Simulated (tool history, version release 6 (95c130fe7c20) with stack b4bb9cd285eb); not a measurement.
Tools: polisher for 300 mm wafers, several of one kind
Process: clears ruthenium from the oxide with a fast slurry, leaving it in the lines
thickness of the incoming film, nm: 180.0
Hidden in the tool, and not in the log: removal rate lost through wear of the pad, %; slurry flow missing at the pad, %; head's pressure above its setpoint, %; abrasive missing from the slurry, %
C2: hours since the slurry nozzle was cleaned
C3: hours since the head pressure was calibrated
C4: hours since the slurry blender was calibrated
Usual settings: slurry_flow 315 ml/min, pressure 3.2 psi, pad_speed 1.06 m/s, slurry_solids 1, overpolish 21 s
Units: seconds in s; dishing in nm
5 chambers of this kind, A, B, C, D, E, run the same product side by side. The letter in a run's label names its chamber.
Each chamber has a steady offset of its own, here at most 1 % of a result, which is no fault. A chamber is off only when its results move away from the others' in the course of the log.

Run 1B, hour 8.7: usual settings; wafers polished on this pad 408; C2 260.9; C3 1080.1; C4 62. Result: seconds 33.456 s, dishing 73.387 nm.
Run 2E, hour 18.4: usual settings; wafers polished on this pad 1325; C2 159.2; C3 205.8; C4 45.9. Result: seconds 32.388 s, dishing 76.2 nm.
At hour 19.4: chamber E: worn pad replaced by a new one.
At hour 19.9: chamber B: head pressure recalibrated.
At hour 24.5: chamber A: worn pad replaced by a new one.
Run 3C, hour 29.6: usual settings; wafers polished on this pad 625; C2 74; C3 506; C4 86.5. Result: seconds 34.132 s, dishing 75.742 nm.
Run 4D, hour 35.5: usual settings; wafers polished on this pad 1123; C2 339.7; C3 782.2; C4 158.7. Result: seconds 33.661 s, dishing 73.988 nm.
At hour 37.3: chamber B: worn pad replaced by a new one.
Run 5A, hour 45.1: usual settings but pressure 2.7 psi; wafers polished on this pad 166; C2 592.8; C3 281.5; C4 151.6. Result: seconds 38.837 s, dishing 67.594 nm.
Run 6E, hour 51.9: usual settings but pressure 2.7 psi; wafers polished on this pad 262; C2 192.7; C3 239.3; C4 79.4. Result: seconds 40.541 s, dishing 65.621 nm.
At hour 62.7: chamber D: worn pad replaced by a new one.
Run 7B, hour 62.9: usual settings but pressure 2.7 psi; wafers polished on this pad 206; C2 315.1; C3 43; C4 116.2. Result: seconds 39.614 s, dishing 67.448 nm.
At hour 64.5: chamber C: worn pad replaced by a new one.
Run 8A, hour 69.5: usual settings but pressure 2.7 psi; wafers polished on this pad 363; C2 617.2; C3 305.9; C4 176. Result: seconds 38.57 s, dishing 67.359 nm.
Run 9C, hour 75.4: usual settings but pressure 2.7 psi; wafers polished on this pad 88; C2 119.8; C3 551.8; C4 132.3. Result: seconds 38.577 s, dishing 69.352 nm.
At hour 81.5: chamber D: slurry blender recalibrated.
Run 10D, hour 84.1: usual settings but pressure 2.2 psi; wafers polished on this pad 172; C2 388.3; C3 830.8; C4 2.7. Result: seconds 48.701 s, dishing 57.369 nm.
At hour 86: chamber A: worn pad replaced by a new one.
Run 11A, hour 93.2: usual settings but pressure 2.2 psi; wafers polished on this pad 58; C2 640.9; C3 329.6; C4 199.7. Result: seconds 48.785 s, dishing 57.301 nm.
Run 12D, hour 100.2: usual settings but pressure 2.2 psi; wafers polished on this pad 302; C2 404.4; C3 846.9; C4 18.8. Result: seconds 48.813 s, dishing 55.507 nm.
Run 13C, hour 106.7: usual settings but pressure 2.2 psi; wafers polished on this pad 340; C2 151.1; C3 583.1; C4 163.6. Result: seconds 48.601 s, dishing 55.961 nm.
Run 14B, hour 118.2: usual settings but pressure 2.2 psi; wafers polished on this pad 653; C2 370.4; C3 98.3; C4 171.5. Result: seconds 49.493 s, dishing 57.366 nm.
At hour 127.5: chamber B: slurry blender recalibrated.
At hour 128.8: chamber B: worn pad replaced by a new one.
Run 15E, hour 128.9: usual settings but pressure 2.2 psi; wafers polished on this pad 884; C2 269.7; C3 316.3; C4 156.4. Result: seconds 49.164 s, dishing 56.976 nm.
Run 16C, hour 139: usual settings but pressure 2.2 psi; wafers polished on this pad 601; C2 183.4; C3 615.4; C4 195.9. Result: seconds 48.113 s, dishing 57.677 nm.
Run 17D, hour 146.9: usual settings but pressure 2.2 psi; wafers polished on this pad 679; C2 451.1; C3 893.6; C4 65.5. Result: seconds 49.659 s, dishing 56.121 nm.
At hour 149.2: chamber A: slurry blender recalibrated.
At hour 150.9: chamber C: worn pad replaced by a new one.
Run 18A, hour 152.9: usual settings but pressure 2.2 psi; wafers polished on this pad 540; C2 700.6; C3 389.3; C4 3.8. Result: seconds 47.857 s, dishing 57.483 nm.
At hour 158.7: chamber D: slurry nozzle cleaned.
At hour 159.6: chamber A: worn pad replaced by a new one.
Run 19B, hour 160.8: usual settings but pressure 2.2 psi; wafers polished on this pad 258; C2 413; C3 140.9; C4 33.3. Result: seconds 48.008 s, dishing 56.303 nm.
Run 20E, hour 167.3: usual settings; wafers polished on this pad 1194; C2 308.1; C3 354.7; C4 194.8. Result: seconds 33.673 s, dishing 75.818 nm.
Run 21C, hour 173.3: usual settings; wafers polished on this pad 181; C2 217.7; C3 649.7; C4 230.2. Result: seconds 31.953 s, dishing 76.625 nm.
At hour 178.2: chamber E: worn pad replaced by a new one.
Run 22D, hour 185.5: usual settings; wafers polished on this pad 991; C2 26.9; C3 932.2; C4 104.1. Result: seconds 33.534 s, dishing 76.143 nm.
Run 23B, hour 192.1: usual settings; wafers polished on this pad 511; C2 444.3; C3 172.2; C4 64.6. Result: seconds 33.487 s, dishing 75.018 nm.
At hour 194.3: chamber A: slurry nozzle cleaned.
Run 24E, hour 201: usual settings; wafers polished on this pad 184; C2 341.8; C3 388.4; C4 228.5. Result: seconds 34.006 s, dishing 75.398 nm.
At hour 203.8: chamber E: slurry blender recalibrated.
At hour 205.3: chamber A: head pressure recalibrated.
At hour 207.4: chamber E: slurry nozzle cleaned.
Run 25A, hour 208.9: usual settings; wafers polished on this pad 398; C2 14.6; C3 3.7; C4 59.8. Result: seconds 32.531 s, dishing 75.314 nm.
At hour 215.9: chamber B: worn pad replaced by a new one.
Run 26D, hour 216.4: usual settings; wafers polished on this pad 1240; C2 57.8; C3 963.1; C4 135. Result: seconds 33.073 s, dishing 75.74 nm.
Run 27B, hour 228.7: usual settings; wafers polished on this pad 103; C2 480.9; C3 208.8; C4 101.2. Result: seconds 32.366 s, dishing 74.093 nm.
At hour 233.6: chamber D: worn pad replaced by a new one.
Run 28E, hour 234.9: usual settings; wafers polished on this pad 458; C2 27.6; C3 422.3; C4 31.2. Result: seconds 34.188 s, dishing 75.527 nm.
At hour 236.8: chamber A: worn pad replaced by a new one.
At hour 240.3: chamber C: worn pad replaced by a new one.
Run 29A, hour 242.7: usual settings; wafers polished on this pad 48; C2 48.4; C3 37.5; C4 93.6. Result: seconds 33.354 s, dishing 77.761 nm.
Run 30C, hour 249.7: usual settings; wafers polished on this pad 76; C2 294.1; C3 726.1; C4 306.6. Result: seconds 33.059 s, dishing 74.311 nm.
Run 31C, hour 256.7: usual settings; wafers polished on this pad 132; C2 301.1; C3 733.1; C4 313.6. Result: seconds 33.214 s, dishing 75.768 nm.
At hour 264: chamber B: slurry nozzle cleaned.
Run 32B, hour 264.2: usual settings but pressure 3.6 psi; wafers polished on this pad 390; C2 0.2; C3 244.3; C4 136.7. Result: seconds 30.543 s, dishing 80.683 nm.
At hour 265.9: chamber D: slurry blender recalibrated.
At hour 266.7: chamber C: slurry blender recalibrated.
Run 33D, hour 272.9: usual settings but pressure 3.6 psi; wafers polished on this pad 317; C2 114.3; C3 1019.6; C4 7. Result: seconds 29.311 s, dishing 83.812 nm.
Run 34A, hour 284.4: usual settings but pressure 3.6 psi; wafers polished on this pad 385; C2 90.1; C3 79.2; C4 135.3. Result: seconds 28.856 s, dishing 81.859 nm.
At hour 292: chamber B: slurry blender recalibrated.
Run 35E, hour 297.1: usual settings but pressure 3.6 psi; wafers polished on this pad 960; C2 89.8; C3 484.5; C4 93.4. Result: seconds 29.908 s, dishing 82.973 nm.
At hour 304.3: chamber A: worn pad replaced by a new one.
Run 36C, hour 304.6: usual settings but pressure 3.6 psi; wafers polished on this pad 519; C2 349; C3 781; C4 38. Result: seconds 30.331 s, dishing 82.975 nm.
At hour 308.7: chamber B: worn pad replaced by a new one.
Run 37E, hour 313.2: usual settings; wafers polished on this pad 1090; C2 105.9; C3 500.6; C4 109.5. Result: seconds 34.002 s, dishing 75.112 nm.
Run 38B, hour 320.7: usual settings; wafers polished on this pad 96; C2 56.7; C3 300.8; C4 28.7. Result: seconds 34.102 s, dishing 75.686 nm.
Run 39A, hour 330.9: usual settings but overpolish 26 s; wafers polished on this pad 215; C2 136.6; C3 125.7; C4 181.8. Result: seconds 33.032 s, dishing 88.827 nm.
Run 40D, hour 342: usual settings but overpolish 26 s; wafers polished on this pad 875; C2 183.4; C3 1088.7; C4 76.1. Result: seconds 33.18 s, dishing 87.837 nm.
Run 41A, hour 349.4: usual settings but overpolish 26 s; wafers polished on this pad 364; C2 155.1; C3 144.2; C4 200.3. Result: seconds 33.293 s, dishing 88.653 nm.
At hour 350.4: chamber C: worn pad replaced by a new one.
Run 42C, hour 361.1: usual settings but overpolish 26 s; wafers polished on this pad 86; C2 405.5; C3 837.5; C4 94.5. Result: seconds 32.883 s, dishing 88.175 nm.

Next, every chamber runs the same settings. What will each give?
Run 43A, hour 370.4: usual settings. Result: seconds ?, dishing ?.
Run 43B, hour 370.4: usual settings. Result: seconds ?, dishing ?.
Run 43C, hour 370.4: usual settings. Result: seconds ?, dishing ?.
Run 43D, hour 370.4: usual settings. Result: seconds ?, dishing ?.
Run 43E, hour 370.4: usual settings. Result: seconds ?, dishing ?.

run  seconds  dishing
43A   31.677    75.77
43B   33.864   76.528
43C   33.062   75.808
43D   32.348   74.648
43E   33.034   77.034

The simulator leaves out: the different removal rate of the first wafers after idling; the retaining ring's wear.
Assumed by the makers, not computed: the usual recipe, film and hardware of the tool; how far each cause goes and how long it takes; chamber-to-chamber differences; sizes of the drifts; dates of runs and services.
